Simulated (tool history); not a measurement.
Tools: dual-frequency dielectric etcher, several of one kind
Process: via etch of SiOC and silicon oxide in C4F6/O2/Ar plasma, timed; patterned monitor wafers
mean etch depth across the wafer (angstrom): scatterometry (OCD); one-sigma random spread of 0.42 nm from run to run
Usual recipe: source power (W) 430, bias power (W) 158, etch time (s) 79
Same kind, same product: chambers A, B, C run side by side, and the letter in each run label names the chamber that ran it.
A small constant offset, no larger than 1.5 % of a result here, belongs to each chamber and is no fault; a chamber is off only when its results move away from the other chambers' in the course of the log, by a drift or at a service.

run,hour,source power (W),bias power (W),etch time (s),hours since the last wet clean,hours since the last source power generator calibration,hours since the last bias power generator calibration,"read-back reference wafer on the same gauge, depth_nm",mean etch depth across the wafer (angstrom)
1B,2.8,430,158,79,194.8,2474.3,164.6,75.991,875.88
2A,6.4,430,158,79,304.0,545.7,1714.0,76.078,877.54
3C,8.8,430,158,79,502.8,3381.2,1916.1,76.130,895.88
4C,12.5,430,158,79,506.5,3384.9,1919.8,76.086,901.21
5B,15.2,430,158,79,207.2,2486.7,177.0,75.988,878.48
6A,18.1,430,158,79,315.7,557.4,1725.7,76.060,884.82
7B,21.3,520,158,62,213.3,2492.8,183.1,76.120,741.16
8C,25.3,520,158,62,519.3,3397.7,1932.6,76.202,749.83
9A,28.9,520,158,62,326.5,568.2,1736.5,76.065,737.84
10A,32.7,430,158,79,330.3,572.0,1740.3,76.157,874.65
11C,37.2,430,158,79,531.2,3409.6,1944.5,76.145,894.66
12B,40.6,430,158,79,232.6,2512.1,202.4,76.137,866.72
13C,45.0,430,158,79,539.0,3417.4,1952.3,76.102,892.69
14B,48.4,430,158,79,240.4,2519.9,210.2,76.202,868.16
15A,50.9,430,158,79,348.5,590.2,1758.5,76.064,880.08
16A,55.2,430,158,79,352.8,594.5,1762.8,75.994,883.40
17C,58.1,430,158,79,552.1,3430.5,1965.4,76.074,888.86
18B,62.7,390,139,79,254.7,2534.2,224.5,76.070,791.41
19B,66.7,390,139,79,258.7,2538.2,228.5,76.133,795.91
20C,71.3,390,139,79,565.3,3443.7,1978.6,76.121,831.40
21A,74.4,430,158,79,372.0,613.7,1782.0,76.124,880.87
22C,78.6,430,158,79,572.6,3451.0,1985.9,76.058,901.40
23B,82.0,430,158,79,274.0,2553.5,243.8,76.093,854.66
24A,84.6,430,158,79,382.2,623.9,1792.2,76.172,877.83
25B,87.0,430,158,91,279.0,2558.5,248.8,76.130,979.37
# hour 87.5: chamber C: wet clean of the chamber
26A,89.8,430,158,91,387.4,629.1,1797.4,76.106,1016.00
27C,93.7,430,158,91,6.3,3466.1,2001.0,76.148,1032.00

What goes on in this fleet: one chamber off, a drifting gauge, or nothing beyond the chambers' own small offsets? Name the chamber and the cause, if any.

Chamber B drifts away from the others.
Cause: etch rate under this chamber's usual, % = 3.92.

Here are 4 candidates for chamber B's next run, each the usual settings with a change, their results left as question marks. Which one brings its results back in line with what the others give on the usual settings?
In line here means within this much of the mean the other chambers give on the usual settings: mean etch depth across the wafer (angstrom) 15.00
28B-1,97.1,430,120,79,,,,,?
28B-2,97.1,430,158,83,,,,,?
28B-3,97.1,440,158,85,,,,,?
28B-4,97.1,380,158,79,,,,,?

What the other chambers average on the usual settings: mean etch depth across the wafer (angstrom) 888.48
run,mean etch depth across the wafer (angstrom)
28B-1,778.53
28B-2,887.90
28B-3,917.63
28B-4,804.67
Change 28B-2 lands the chamber within the allowed miss of the other chambers.
